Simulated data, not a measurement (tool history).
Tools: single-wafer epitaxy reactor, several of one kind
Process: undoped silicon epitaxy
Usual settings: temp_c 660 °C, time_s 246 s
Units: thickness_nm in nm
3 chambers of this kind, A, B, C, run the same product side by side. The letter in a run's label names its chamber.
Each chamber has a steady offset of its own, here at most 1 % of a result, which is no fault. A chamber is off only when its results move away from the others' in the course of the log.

run   hour  temp_c  time_s  read-back reference wafer on the same gauge, thickness_nm  thickness_nm
 1C   14.8     660     246                                                     57.675        51.723
 2B   23.4     660     246                                                     57.684        51.476
 3A   34.9     660     246                                                     57.682         50.75
 4A   46.3     660     246                                                     57.675        50.767
 5B   55.7     660     246                                                     57.646        51.552
      58.6  -- chamber A: pyrometer calibrated
 6C     64     660     246                                                      57.69        51.686
 7B   75.4     660     246                                                     57.676        51.473
 8C   83.7     660     246                                                     57.644        51.566
 9A   93.7     660     246                                                     57.651        50.748
10B  109.7     660     246                                                     57.626        51.622
11C  125.2     651     246                                                     57.615        42.568
12A  136.5     651     246                                                     57.616        41.734
13C  143.4     651     246                                                     57.598        42.587
14B  151.8     660     221                                                     57.601        46.194
15A  164.2     660     221                                                       57.6        45.619
16A    175     660     221                                                     57.596          45.5
17B  190.5     660     246                                                     57.598        51.482
18C  198.5     660     246                                                     57.563         51.58
19C  210.9     660     246                                                     57.571        51.594
20B  222.3     660     246                                                     57.561         51.49
21A  232.9     646     284                                                      57.55        43.016
22A  241.2     646     284                                                     57.557        43.121
23C  253.8     646     284                                                     57.534         44.22
24B  264.1     660     246                                                     57.531        51.345
25C    279     660     246                                                     57.528         51.59
26B  293.4     660     246                                                     57.538        51.436
27A  305.2     660     246                                                     57.505        50.668
28C  314.2     660     246                                                     57.512        51.467
29B  322.7     660     246                                                     57.498        51.394
30A  334.3     660     246                                                     57.501         50.61
31B  343.6     660     246                                                     57.483        51.397
32A  358.7     673     261                                                     57.484        70.862
33C  374.5     673     261                                                     57.481        71.368
34C  384.9     673     261                                                     57.486        71.486
35A  392.6     660     246                                                     57.455         50.62
36B  402.8     648     212                                                     57.458        34.144
37A  409.8     648     212                                                     57.448        33.481
38B  419.6     648     212                                                     57.455        34.218
39C  429.8     660     246                                                     57.436        51.363
40A  443.8     660     246                                                     57.439        50.589

What goes on in this fleet: one chamber off, a drifting gauge, or nothing beyond the chambers' own small offsets? Name the chamber and the cause, if any.

The gauge drifts, so all chambers seem to drift together. No chamber is off.
Cause: gauge reads low (%) = 0.481.
